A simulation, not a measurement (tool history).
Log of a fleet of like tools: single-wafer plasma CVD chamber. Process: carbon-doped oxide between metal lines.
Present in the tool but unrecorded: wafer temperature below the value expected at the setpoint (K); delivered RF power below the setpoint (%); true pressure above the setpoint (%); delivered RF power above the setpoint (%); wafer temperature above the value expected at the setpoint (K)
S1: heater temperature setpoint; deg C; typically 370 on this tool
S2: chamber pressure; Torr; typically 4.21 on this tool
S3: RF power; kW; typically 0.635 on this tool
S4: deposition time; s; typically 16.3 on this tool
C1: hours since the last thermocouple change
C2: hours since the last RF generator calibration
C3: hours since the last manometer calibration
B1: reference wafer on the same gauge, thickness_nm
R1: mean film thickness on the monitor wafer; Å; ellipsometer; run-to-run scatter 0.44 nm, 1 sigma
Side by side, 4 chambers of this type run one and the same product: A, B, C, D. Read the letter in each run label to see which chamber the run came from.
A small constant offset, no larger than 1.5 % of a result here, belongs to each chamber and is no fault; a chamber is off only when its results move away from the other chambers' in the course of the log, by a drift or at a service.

Run 1D, hour 9.6: usual settings; C1 1202.3; C2 762.5; C3 1520.4; B1 101.10. Result: R1 901.95 Å.
Run 2C, hour 23.2: usual settings; C1 1389.6; C2 503.0; C3 1112.3; B1 101.23. Result: R1 898.22 Å.
Run 3A, hour 33.3: usual settings; C1 1750.2; C2 382.0; C3 401.4; B1 101.02. Result: R1 913.14 Å.
Run 4B, hour 43.9: usual settings; C1 1817.2; C2 79.9; C3 1244.6; B1 101.29. Result: R1 922.95 Å.
Run 5D, hour 53.0: usual settings; C1 1245.7; C2 805.9; C3 1563.8; B1 101.10. Result: R1 905.75 Å.
Run 6A, hour 67.2: usual settings; C1 1784.1; C2 415.9; C3 435.3; B1 101.15. Result: R1 910.20 Å.
Run 7B, hour 78.3: usual settings but S2 3.36 Torr; C1 1851.6; C2 114.3; C3 1279.0; B1 101.24. Result: R1 897.91 Å.
Run 8C, hour 91.4: usual settings but S2 3.36 Torr; C1 1457.8; C2 571.2; C3 1180.5; B1 101.13. Result: R1 886.66 Å.
Run 9A, hour 98.8: usual settings but S2 3.36 Torr; C1 1815.7; C2 447.5; C3 466.9; B1 101.38. Result: R1 878.80 Å.
Run 10C, hour 105.5: usual settings but S2 3.36 Torr; C1 1471.9; C2 585.3; C3 1194.6; B1 101.20. Result: R1 877.64 Å.
Run 11B, hour 116.1: usual settings; C1 1889.4; C2 152.1; C3 1316.8; B1 101.19. Result: R1 919.79 Å.
At hour 119.0: chamber B: thermocouple changed; heater temperature recalibrated.
Run 12D, hour 130.8: usual settings; C1 1323.5; C2 883.7; C3 1641.6; B1 101.22. Result: R1 906.75 Å.
Run 13A, hour 141.4: usual settings; C1 1858.3; C2 490.1; C3 509.5; B1 101.19. Result: R1 897.21 Å.
Run 14D, hour 149.9: usual settings; C1 1342.6; C2 902.8; C3 1660.7; B1 101.30. Result: R1 901.96 Å.
Run 15C, hour 160.9: usual settings; C1 1527.3; C2 640.7; C3 1250.0; B1 101.20. Result: R1 904.42 Å.
Run 16B, hour 170.9: usual settings; C1 52.0; C2 206.9; C3 1371.6; B1 101.21. Result: R1 904.10 Å.
Run 17A, hour 183.3: usual settings; C1 1900.2; C2 532.0; C3 551.4; B1 101.16. Result: R1 895.54 Å.
Run 18D, hour 192.9: usual settings; C1 1385.6; C2 945.8; C3 1703.7; B1 101.10. Result: R1 909.55 Å.
Run 19B, hour 201.0: usual settings; C1 82.1; C2 237.0; C3 1401.7; B1 101.08. Result: R1 918.46 Å.
Run 20C, hour 212.7: usual settings; C1 1579.1; C2 692.5; C3 1301.8; B1 101.19. Result: R1 899.69 Å.
Run 21A, hour 227.7: usual settings; C1 1944.6; C2 576.4; C3 595.8; B1 101.30. Result: R1 885.90 Å.
Run 22D, hour 237.4: usual settings; C1 1430.1; C2 990.3; C3 1748.2; B1 101.10. Result: R1 909.57 Å.
Run 23C, hour 250.2: usual settings; C1 1616.6; C2 730.0; C3 1339.3; B1 101.20. Result: R1 903.78 Å.
Run 24B, hour 260.6: usual settings but S2 4.64 Torr; C1 141.7; C2 296.6; C3 1461.3; B1 101.25. Result: R1 924.63 Å.
Run 25D, hour 268.9: usual settings but S2 4.64 Torr; C1 1461.6; C2 1021.8; C3 1779.7; B1 101.29. Result: R1 910.06 Å.
Run 26A, hour 277.1: usual settings but S2 4.64 Torr; C1 1994.0; C2 625.8; C3 645.2; B1 101.05. Result: R1 891.51 Å.

Which is it: a chamber that has drifted or been left off by a service, a gauge drift common to all chambers, or only each chamber's usual small offset? If a chamber is off, name it and its likeliest cause.

One chamber, A, drifts off from the rest bit by bit.
Likeliest cause: delivered RF power below the setpoint (%) = 7.34.

Below are 4 candidate recipes for chamber A's next run, each the usual settings with a change, their results shown as question marks. Which of them brings A's results back in line with what the other chambers give on the usual settings?
Counts as in line when no further than this from what the other chambers average on the usual settings: R1 15.00 Å
Run 27A-1, hour 288.1: usual settings but S2 4.18 Torr, S4 15.7 s. Result: R1 ?.
Run 27A-2, hour 288.1: usual settings but S1 372 deg C, S3 0.570 kW. Result: R1 ?.
Run 27A-3, hour 288.1: usual settings but S3 0.645 kW, S4 16.8 s. Result: R1 ?.
Run 27A-4, hour 288.1: usual settings but S1 369 deg C, S2 4.26 Torr, S3 0.655 kW, S4 17.2 s. Result: R1 ?.

What the other chambers average on the usual settings: R1 907.77 Å
  run      R1
27A-1  839.34
27A-2  811.05
27A-3  906.68
27A-4  940.53
It is 27A-3 that realigns the chamber with its peers.

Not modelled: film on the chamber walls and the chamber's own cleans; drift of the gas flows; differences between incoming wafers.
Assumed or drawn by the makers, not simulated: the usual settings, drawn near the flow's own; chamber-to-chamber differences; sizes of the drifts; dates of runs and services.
